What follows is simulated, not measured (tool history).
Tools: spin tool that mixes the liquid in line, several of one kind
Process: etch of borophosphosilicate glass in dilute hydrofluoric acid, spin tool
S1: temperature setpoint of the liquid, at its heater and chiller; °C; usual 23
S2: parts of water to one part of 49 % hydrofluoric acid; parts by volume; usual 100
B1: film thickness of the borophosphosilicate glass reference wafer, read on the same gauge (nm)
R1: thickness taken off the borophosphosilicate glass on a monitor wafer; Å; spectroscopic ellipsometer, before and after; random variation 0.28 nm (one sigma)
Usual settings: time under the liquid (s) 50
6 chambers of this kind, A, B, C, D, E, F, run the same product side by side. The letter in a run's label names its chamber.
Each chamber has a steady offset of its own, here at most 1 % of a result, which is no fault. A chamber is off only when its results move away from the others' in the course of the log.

{"run": "1D", "hour": 9.2, "S1": 23, "S2": 100, "time under the liquid (s)": 50, "B1": 100, "R1": 391.99}
{"run": "2C", "hour": 18.4, "S1": 23, "S2": 100, "time under the liquid (s)": 50, "B1": 99.982, "R1": 389.62}
{"run": "3F", "hour": 26.9, "S1": 23, "S2": 100, "time under the liquid (s)": 50, "B1": 99.992, "R1": 387.26}
{"run": "4A", "hour": 34.5, "S1": 23, "S2": 100, "time under the liquid (s)": 50, "B1": 99.999, "R1": 385.52}
{"run": "5E", "hour": 42.4, "S1": 23, "S2": 100, "time under the liquid (s)": 50, "B1": 100.02, "R1": 391.97}
{"run": "6B", "hour": 51.3, "S1": 23, "S2": 100, "time under the liquid (s)": 50, "B1": 99.992, "R1": 392.77}
{"run": "7C", "hour": 60.5, "S1": 23, "S2": 100, "time under the liquid (s)": 50, "B1": 99.975, "R1": 388.4}
{"run": "8E", "hour": 68.2, "S1": 23, "S2": 100, "time under the liquid (s)": 50, "B1": 100.01, "R1": 381.85}
{"run": "9D", "hour": 75.5, "S1": 23, "S2": 100, "time under the liquid (s)": 50, "B1": 100.01, "R1": 396.95}
{"run": "10B", "hour": 80.0, "S1": 23, "S2": 100, "time under the liquid (s)": 50, "B1": 99.995, "R1": 387.8}
{"run": "11F", "hour": 88.1, "S1": 23, "S2": 100, "time under the liquid (s)": 50, "B1": 99.993, "R1": 387.44}
{"run": "12A", "hour": 97.5, "S1": 23, "S2": 100, "time under the liquid (s)": 50, "B1": 99.975, "R1": 378.69}
{"run": "13C", "hour": 101.8, "S1": 23, "S2": 100, "time under the liquid (s)": 50, "B1": 100.01, "R1": 394.51}
{"run": "14F", "hour": 106.5, "S1": 23, "S2": 100, "time under the liquid (s)": 50, "B1": 100.01, "R1": 383.51}
{"run": "15A", "hour": 115.7, "S1": 23, "S2": 100, "time under the liquid (s)": 50, "B1": 100.02, "R1": 389.29}
{"run": "16D", "hour": 120.2, "S1": 23, "S2": 55, "time under the liquid (s)": 30, "B1": 99.986, "R1": 458.13}
{"run": "17B", "hour": 128.9, "S1": 23, "S2": 55, "time under the liquid (s)": 30, "B1": 99.99, "R1": 456.58}
{"run": "18E", "hour": 137.6, "S1": 23, "S2": 55, "time under the liquid (s)": 30, "B1": 100.02, "R1": 463.46}
{"run": "19B", "hour": 146.1, "S1": 23, "S2": 55, "time under the liquid (s)": 30, "B1": 99.968, "R1": 454.41}
{"run": "20C", "hour": 151.0, "S1": 23, "S2": 55, "time under the liquid (s)": 30, "B1": 100.02, "R1": 441.02}
{"hour": 154.9, "done": "chamber A: hydrofluoric acid flow meter replaced"}
{"run": "21F", "hour": 160.5, "S1": 23, "S2": 55, "time under the liquid (s)": 30, "B1": 99.984, "R1": 438.16}
{"run": "22E", "hour": 166.8, "S1": 23, "S2": 100, "time under the liquid (s)": 50, "B1": 99.985, "R1": 390.33}
{"run": "23A", "hour": 171.2, "S1": 23, "S2": 100, "time under the liquid (s)": 50, "B1": 99.996, "R1": 387.82}
{"run": "24D", "hour": 176.3, "S1": 23, "S2": 100, "time under the liquid (s)": 50, "B1": 100.01, "R1": 393.34}
{"run": "25E", "hour": 180.6, "S1": 23, "S2": 100, "time under the liquid (s)": 50, "B1": 100.01, "R1": 391.3}
{"run": "26A", "hour": 190.0, "S1": 23, "S2": 100, "time under the liquid (s)": 50, "B1": 100.01, "R1": 391.34}
{"run": "27D", "hour": 198.9, "S1": 23, "S2": 100, "time under the liquid (s)": 50, "B1": 100.01, "R1": 396.89}
{"run": "28C", "hour": 204.3, "S1": 23, "S2": 100, "time under the liquid (s)": 50, "B1": 100, "R1": 388.34}
{"run": "29B", "hour": 209.1, "S1": 23, "S2": 100, "time under the liquid (s)": 50, "B1": 100.01, "R1": 406.98}
{"run": "30F", "hour": 217.7, "S1": 23, "S2": 100, "time under the liquid (s)": 50, "B1": 99.984, "R1": 379.65}
{"run": "31C", "hour": 223.7, "S1": 23, "S2": 100, "time under the liquid (s)": 50, "B1": 100.04, "R1": 392.85}
{"run": "32B", "hour": 229.3, "S1": 23, "S2": 100, "time under the liquid (s)": 50, "B1": 99.984, "R1": 416.29}
{"run": "33D", "hour": 234.7, "S1": 23, "S2": 100, "time under the liquid (s)": 50, "B1": 100.01, "R1": 399.5}
{"run": "34E", "hour": 242.8, "S1": 21.5, "S2": 100, "time under the liquid (s)": 50, "B1": 99.987, "R1": 367.23}
{"run": "35A", "hour": 248.6, "S1": 21.5, "S2": 100, "time under the liquid (s)": 50, "B1": 99.961, "R1": 361.54}
{"run": "36F", "hour": 254.3, "S1": 21.5, "S2": 100, "time under the liquid (s)": 50, "B1": 100.03, "R1": 363.88}
{"run": "37E", "hour": 261.1, "S1": 21.5, "S2": 100, "time under the liquid (s)": 50, "B1": 99.991, "R1": 370.04}

Is one chamber off against the others, does the gauge drift, or is nothing wrong? If a chamber is off, say which, and what the likeliest cause is.

Chamber B drifts away from the others.
Cause: hydrofluoric acid flow above the setpoint (%) = 6.7.
The log may not tell that from: liquid hotter than its thermometer reads (K).

Here are 4 candidates for chamber B's next run, each the usual settings with a change, their results left as question marks. Which one brings its results back in line with what the others give on the usual settings?
In line means no further than this from the other chambers' mean on the usual settings: R1 9.9 Å
{"run": "38B-1", "hour": 267.9, "S1": 21, "S2": 100, "time under the liquid (s)": 50, "R1": "?"}
{"run": "38B-2", "hour": 267.9, "S1": 24, "S2": 100, "time under the liquid (s)": 50, "R1": "?"}
{"run": "38B-3", "hour": 267.9, "S1": 25, "S2": 100, "time under the liquid (s)": 50, "R1": "?"}
{"run": "38B-4", "hour": 267.9, "S1": 22, "S2": 100, "time under the liquid (s)": 50, "R1": "?"}

The other chambers' mean on the usual settings: R1 389.27 Å
run=38B-1 R1=388.36
run=38B-2 R1=437.58
run=38B-3 R1=455.08
run=38B-4 R1=404.31
38B-1 brings the chamber back in line.

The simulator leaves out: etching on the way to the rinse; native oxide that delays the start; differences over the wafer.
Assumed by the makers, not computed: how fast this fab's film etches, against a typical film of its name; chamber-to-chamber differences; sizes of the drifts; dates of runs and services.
